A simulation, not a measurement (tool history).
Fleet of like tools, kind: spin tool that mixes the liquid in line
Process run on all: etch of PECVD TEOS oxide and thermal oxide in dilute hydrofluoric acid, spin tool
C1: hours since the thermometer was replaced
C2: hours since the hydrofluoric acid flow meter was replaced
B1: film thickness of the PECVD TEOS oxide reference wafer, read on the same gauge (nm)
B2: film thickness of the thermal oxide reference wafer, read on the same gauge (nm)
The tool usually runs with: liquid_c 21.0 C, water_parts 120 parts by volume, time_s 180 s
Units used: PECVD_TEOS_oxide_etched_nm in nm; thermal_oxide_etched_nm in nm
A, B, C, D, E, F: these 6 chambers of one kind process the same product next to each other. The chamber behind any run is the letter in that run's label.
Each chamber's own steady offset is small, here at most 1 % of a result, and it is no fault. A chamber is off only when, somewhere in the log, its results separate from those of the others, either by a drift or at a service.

Run 1D, hour 8.4: usual settings; C1 813.5; C2 67.7; B1 29.983; B2 150.03. Result: PECVD_TEOS_oxide_etched_nm 16.953 nm, thermal_oxide_etched_nm 6.3243 nm.
Run 2F, hour 20.6: usual settings; C1 1380.1; C2 1313.0; B1 30.016; B2 150.01. Result: PECVD_TEOS_oxide_etched_nm 16.612 nm, thermal_oxide_etched_nm 6.3554 nm.
Run 3A, hour 34.2: usual settings; C1 1737.5; C2 1367.5; B1 29.992; B2 150.00. Result: PECVD_TEOS_oxide_etched_nm 16.679 nm, thermal_oxide_etched_nm 6.3826 nm.
Run 4C, hour 44.5: usual settings; C1 1879.9; C2 117.5; B1 29.995; B2 150.00. Result: PECVD_TEOS_oxide_etched_nm 17.061 nm, thermal_oxide_etched_nm 6.3979 nm.
At hour 49.9: chamber A: thermometer replaced.
Run 5B, hour 58.9: usual settings; C1 662.0; C2 714.3; B1 30.017; B2 150.00. Result: PECVD_TEOS_oxide_etched_nm 16.823 nm, thermal_oxide_etched_nm 6.4368 nm.
Run 6E, hour 66.8: usual settings; C1 81.8; C2 1357.5; B1 30.017; B2 150.02. Result: PECVD_TEOS_oxide_etched_nm 16.972 nm, thermal_oxide_etched_nm 6.3651 nm.
Run 7B, hour 73.6: usual settings; C1 676.7; C2 729.0; B1 29.995; B2 149.98. Result: PECVD_TEOS_oxide_etched_nm 16.868 nm, thermal_oxide_etched_nm 6.4788 nm.
Run 8C, hour 83.1: usual settings; C1 1918.5; C2 156.1; B1 30.032; B2 150.01. Result: PECVD_TEOS_oxide_etched_nm 17.056 nm, thermal_oxide_etched_nm 6.4233 nm.
Run 9F, hour 96.0: usual settings; C1 1455.5; C2 1388.4; B1 29.982; B2 149.99. Result: PECVD_TEOS_oxide_etched_nm 16.665 nm, thermal_oxide_etched_nm 6.3490 nm.
Run 10E, hour 110.4: usual settings; C1 125.4; C2 1401.1; B1 29.983; B2 150.00. Result: PECVD_TEOS_oxide_etched_nm 16.946 nm, thermal_oxide_etched_nm 6.3210 nm.
Run 11A, hour 117.0: usual settings; C1 67.1; C2 1450.3; B1 30.040; B2 150.02. Result: PECVD_TEOS_oxide_etched_nm 16.678 nm, thermal_oxide_etched_nm 6.3103 nm.
Run 12D, hour 123.9: usual settings but time_s 130 s; C1 929.0; C2 183.2; B1 30.006; B2 150.02. Result: PECVD_TEOS_oxide_etched_nm 12.117 nm, thermal_oxide_etched_nm 4.5608 nm.
Run 13B, hour 135.5: usual settings but time_s 130 s; C1 738.6; C2 790.9; B1 29.949; B2 150.00. Result: PECVD_TEOS_oxide_etched_nm 12.092 nm, thermal_oxide_etched_nm 4.6489 nm.
Run 14D, hour 149.9: usual settings but time_s 130 s; C1 955.0; C2 209.2; B1 29.963; B2 150.00. Result: PECVD_TEOS_oxide_etched_nm 12.196 nm, thermal_oxide_etched_nm 4.5869 nm.
Run 15C, hour 162.7: usual settings but time_s 130 s; C1 1998.1; C2 235.7; B1 30.018; B2 150.02. Result: PECVD_TEOS_oxide_etched_nm 12.132 nm, thermal_oxide_etched_nm 4.6680 nm.
Run 16A, hour 173.2: usual settings but time_s 130 s; C1 123.3; C2 1506.5; B1 30.016; B2 150.03. Result: PECVD_TEOS_oxide_etched_nm 11.917 nm, thermal_oxide_etched_nm 4.5977 nm.
Run 17E, hour 188.0: usual settings but time_s 130 s; C1 203.0; C2 1478.7; B1 29.962; B2 150.01. Result: PECVD_TEOS_oxide_etched_nm 12.234 nm, thermal_oxide_etched_nm 4.6050 nm.
Run 18F, hour 197.5: usual settings; C1 1557.0; C2 1489.9; B1 30.004; B2 150.00. Result: PECVD_TEOS_oxide_etched_nm 16.805 nm, thermal_oxide_etched_nm 6.3641 nm.
Run 19E, hour 205.4: usual settings but liquid_c 25.5 C, water_parts 95 parts by volume; C1 220.4; C2 1496.1; B1 29.994; B2 150.01. Result: PECVD_TEOS_oxide_etched_nm 26.324 nm, thermal_oxide_etched_nm 9.7984 nm.
Run 20D, hour 214.2: usual settings but liquid_c 25.5 C, water_parts 95 parts by volume; C1 1019.3; C2 273.5; B1 30.045; B2 150.02. Result: PECVD_TEOS_oxide_etched_nm 26.459 nm, thermal_oxide_etched_nm 9.9319 nm.
Run 21F, hour 228.3: usual settings but liquid_c 25.5 C, water_parts 95 parts by volume; C1 1587.8; C2 1520.7; B1 30.005; B2 150.02. Result: PECVD_TEOS_oxide_etched_nm 26.518 nm, thermal_oxide_etched_nm 9.9417 nm.
At hour 238.6: chamber B: thermometer replaced.
Run 22B, hour 243.1: usual settings but liquid_c 25.5 C, water_parts 95 parts by volume; C1 4.5; C2 898.5; B1 30.056; B2 150.00. Result: PECVD_TEOS_oxide_etched_nm 26.200 nm, thermal_oxide_etched_nm 9.9265 nm.
Run 23C, hour 255.2: usual settings but liquid_c 25.5 C, water_parts 95 parts by volume; C1 2090.6; C2 328.2; B1 29.984; B2 149.99. Result: PECVD_TEOS_oxide_etched_nm 26.274 nm, thermal_oxide_etched_nm 9.9134 nm.
Run 24A, hour 268.7: usual settings but liquid_c 25.5 C, water_parts 95 parts by volume; C1 218.8; C2 1602.0; B1 30.027; B2 150.00. Result: PECVD_TEOS_oxide_etched_nm 25.852 nm, thermal_oxide_etched_nm 9.9323 nm.
Run 25A, hour 282.3: usual settings; C1 232.4; C2 1615.6; B1 29.997; B2 149.99. Result: PECVD_TEOS_oxide_etched_nm 16.538 nm, thermal_oxide_etched_nm 6.3613 nm.
Run 26B, hour 289.2: usual settings; C1 50.6; C2 944.6; B1 29.968; B2 150.02. Result: PECVD_TEOS_oxide_etched_nm 16.740 nm, thermal_oxide_etched_nm 6.4181 nm.
Run 27F, hour 297.1: usual settings; C1 1656.6; C2 1589.5; B1 30.034; B2 150.01. Result: PECVD_TEOS_oxide_etched_nm 16.670 nm, thermal_oxide_etched_nm 6.4065 nm.
Run 28C, hour 307.9: usual settings; C1 2143.3; C2 380.9; B1 30.014; B2 149.99. Result: PECVD_TEOS_oxide_etched_nm 16.982 nm, thermal_oxide_etched_nm 6.3908 nm.
Run 29D, hour 319.1: usual settings; C1 1124.2; C2 378.4; B1 30.009; B2 150.00. Result: PECVD_TEOS_oxide_etched_nm 16.882 nm, thermal_oxide_etched_nm 6.3912 nm.
Run 30E, hour 327.0: usual settings but liquid_c 25.5 C, time_s 135 s; C1 342.0; C2 1617.7; B1 29.996; B2 149.99. Result: PECVD_TEOS_oxide_etched_nm 15.031 nm, thermal_oxide_etched_nm 5.6653 nm.
Run 31B, hour 341.8: usual settings but liquid_c 25.5 C, time_s 135 s; C1 103.2; C2 997.2; B1 29.998; B2 150.01. Result: PECVD_TEOS_oxide_etched_nm 15.093 nm, thermal_oxide_etched_nm 5.7295 nm.
At hour 345.5: chamber C: hydrofluoric acid flow meter replaced.
Run 32F, hour 354.3: usual settings but liquid_c 25.5 C, time_s 135 s; C1 1713.8; C2 1646.7; B1 30.011; B2 149.99. Result: PECVD_TEOS_oxide_etched_nm 14.926 nm, thermal_oxide_etched_nm 5.6788 nm.
Run 33D, hour 361.0: usual settings but liquid_c 25.5 C, time_s 135 s; C1 1166.1; C2 420.3; B1 29.998; B2 150.00. Result: PECVD_TEOS_oxide_etched_nm 15.109 nm, thermal_oxide_etched_nm 5.6594 nm.
Run 34A, hour 372.0: usual settings but liquid_c 25.5 C, time_s 135 s; C1 322.1; C2 1705.3; B1 29.996; B2 150.01. Result: PECVD_TEOS_oxide_etched_nm 14.748 nm, thermal_oxide_etched_nm 5.6997 nm.
Run 35C, hour 380.4: usual settings but liquid_c 25.5 C, time_s 135 s; C1 2215.8; C2 35.0; B1 29.998; B2 149.98. Result: PECVD_TEOS_oxide_etched_nm 15.144 nm, thermal_oxide_etched_nm 5.7269 nm.
Run 36E, hour 388.3: usual settings; C1 403.3; C2 1679.0; B1 30.004; B2 150.00. Result: PECVD_TEOS_oxide_etched_nm 16.868 nm, thermal_oxide_etched_nm 6.3339 nm.
Run 37E, hour 396.4: usual settings; C1 411.4; C2 1687.1; B1 29.990; B2 149.99. Result: PECVD_TEOS_oxide_etched_nm 16.866 nm, thermal_oxide_etched_nm 6.3370 nm.
Run 38C, hour 406.9: usual settings; C1 2242.3; C2 61.5; B1 30.044; B2 150.01. Result: PECVD_TEOS_oxide_etched_nm 16.799 nm, thermal_oxide_etched_nm 6.3779 nm.

One chamber off, gauge drift, or nothing amiss beyond the chambers' own small offsets? If it is a chamber, which one, and what is the likeliest cause?

Nothing is wrong: each chamber keeps only its own small, steady offset and the gauge holds still.
